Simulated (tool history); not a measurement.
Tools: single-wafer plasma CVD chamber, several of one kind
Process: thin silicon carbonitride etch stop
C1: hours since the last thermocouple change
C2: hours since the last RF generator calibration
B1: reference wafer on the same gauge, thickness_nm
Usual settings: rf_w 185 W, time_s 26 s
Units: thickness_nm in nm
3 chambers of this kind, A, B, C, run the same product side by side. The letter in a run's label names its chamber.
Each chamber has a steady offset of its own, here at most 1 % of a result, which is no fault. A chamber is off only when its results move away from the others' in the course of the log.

{"run": "1B", "hour": 11.3, "rf_w": 185, "time_s": 26, "C1": 654.4, "C2": 834.2, "B1": 16.405, "thickness_nm": 14.419}
{"run": "2C", "hour": 27.2, "rf_w": 185, "time_s": 26, "C1": 544, "C2": 224.3, "B1": 16.405, "thickness_nm": 14.55}
{"run": "3A", "hour": 34.5, "rf_w": 185, "time_s": 26, "C1": 551, "C2": 1597.2, "B1": 16.4, "thickness_nm": 14.509}
{"run": "4A", "hour": 46.0, "rf_w": 185, "time_s": 26, "C1": 562.5, "C2": 1608.7, "B1": 16.409, "thickness_nm": 14.479}
{"run": "5C", "hour": 56.4, "rf_w": 185, "time_s": 26, "C1": 573.2, "C2": 253.5, "B1": 16.416, "thickness_nm": 14.552}
{"run": "6B", "hour": 66.0, "rf_w": 185, "time_s": 26, "C1": 709.1, "C2": 888.9, "B1": 16.416, "thickness_nm": 14.441}
{"run": "7B", "hour": 78.3, "rf_w": 185, "time_s": 26, "C1": 721.4, "C2": 901.2, "B1": 16.419, "thickness_nm": 14.44}
{"run": "8A", "hour": 89.6, "rf_w": 185, "time_s": 28.1, "C1": 606.1, "C2": 1652.3, "B1": 16.418, "thickness_nm": 15.673}
{"run": "9C", "hour": 103.1, "rf_w": 185, "time_s": 28.1, "C1": 619.9, "C2": 300.2, "B1": 16.422, "thickness_nm": 15.745}
{"run": "10C", "hour": 110.1, "rf_w": 185, "time_s": 28.1, "C1": 626.9, "C2": 307.2, "B1": 16.424, "thickness_nm": 15.749}
{"run": "11B", "hour": 125.2, "rf_w": 185, "time_s": 26, "C1": 768.3, "C2": 948.1, "B1": 16.424, "thickness_nm": 14.472}
{"run": "12A", "hour": 139.0, "rf_w": 185, "time_s": 26, "C1": 655.5, "C2": 1701.7, "B1": 16.425, "thickness_nm": 14.505}
{"run": "13B", "hour": 154.0, "rf_w": 185, "time_s": 26, "C1": 797.1, "C2": 976.9, "B1": 16.432, "thickness_nm": 14.451}
{"run": "14A", "hour": 162.1, "rf_w": 185, "time_s": 26, "C1": 678.6, "C2": 1724.8, "B1": 16.43, "thickness_nm": 14.489}
{"run": "15C", "hour": 169.2, "rf_w": 185, "time_s": 26, "C1": 686, "C2": 366.3, "B1": 16.432, "thickness_nm": 14.611}
{"run": "16A", "hour": 177.6, "rf_w": 185, "time_s": 26, "C1": 694.1, "C2": 1740.3, "B1": 16.431, "thickness_nm": 14.495}
{"run": "17C", "hour": 192.5, "rf_w": 185, "time_s": 26, "C1": 709.3, "C2": 389.6, "B1": 16.439, "thickness_nm": 14.601}
{"run": "18B", "hour": 200.3, "rf_w": 185, "time_s": 26, "C1": 843.4, "C2": 1023.2, "B1": 16.439, "thickness_nm": 14.472}
{"run": "19B", "hour": 210.9, "rf_w": 185, "time_s": 26, "C1": 854, "C2": 1033.8, "B1": 16.437, "thickness_nm": 14.504}
{"run": "20A", "hour": 226.4, "rf_w": 200, "time_s": 21.2, "C1": 742.9, "C2": 1789.1, "B1": 16.444, "thickness_nm": 12.127}
{"run": "21C", "hour": 241.4, "rf_w": 200, "time_s": 21.2, "C1": 758.2, "C2": 438.5, "B1": 16.443, "thickness_nm": 12.219}
{"hour": 251.5, "done": "chamber B: RF generator calibrated"}
{"run": "22C", "hour": 253.4, "rf_w": 200, "time_s": 21.2, "C1": 770.2, "C2": 450.5, "B1": 16.444, "thickness_nm": 12.2}
{"run": "23B", "hour": 266.9, "rf_w": 185, "time_s": 26, "C1": 910, "C2": 15.4, "B1": 16.444, "thickness_nm": 14.504}
{"run": "24A", "hour": 278.1, "rf_w": 200, "time_s": 26, "C1": 794.6, "C2": 1840.8, "B1": 16.453, "thickness_nm": 14.889}
{"run": "25B", "hour": 293.3, "rf_w": 200, "time_s": 26, "C1": 936.4, "C2": 41.8, "B1": 16.456, "thickness_nm": 14.822}
{"run": "26C", "hour": 303.3, "rf_w": 200, "time_s": 26, "C1": 820.1, "C2": 500.4, "B1": 16.454, "thickness_nm": 14.976}
{"run": "27A", "hour": 314.7, "rf_w": 185, "time_s": 26, "C1": 831.2, "C2": 1877.4, "B1": 16.462, "thickness_nm": 14.537}
{"run": "28B", "hour": 327.6, "rf_w": 205, "time_s": 22.7, "C1": 970.7, "C2": 76.1, "B1": 16.462, "thickness_nm": 13.04}
{"run": "29A", "hour": 342.0, "rf_w": 205, "time_s": 22.7, "C1": 858.5, "C2": 1904.7, "B1": 16.462, "thickness_nm": 13.1}
{"run": "30C", "hour": 358.1, "rf_w": 205, "time_s": 22.7, "C1": 874.9, "C2": 555.2, "B1": 16.466, "thickness_nm": 13.146}

Is one chamber off against the others, does the gauge drift, or is nothing wrong? If a chamber is off, say which, and what the likeliest cause is.

The gauge drifts, so all chambers seem to drift together. No chamber is off.
Cause: gauge reads high (%) = 0.424.

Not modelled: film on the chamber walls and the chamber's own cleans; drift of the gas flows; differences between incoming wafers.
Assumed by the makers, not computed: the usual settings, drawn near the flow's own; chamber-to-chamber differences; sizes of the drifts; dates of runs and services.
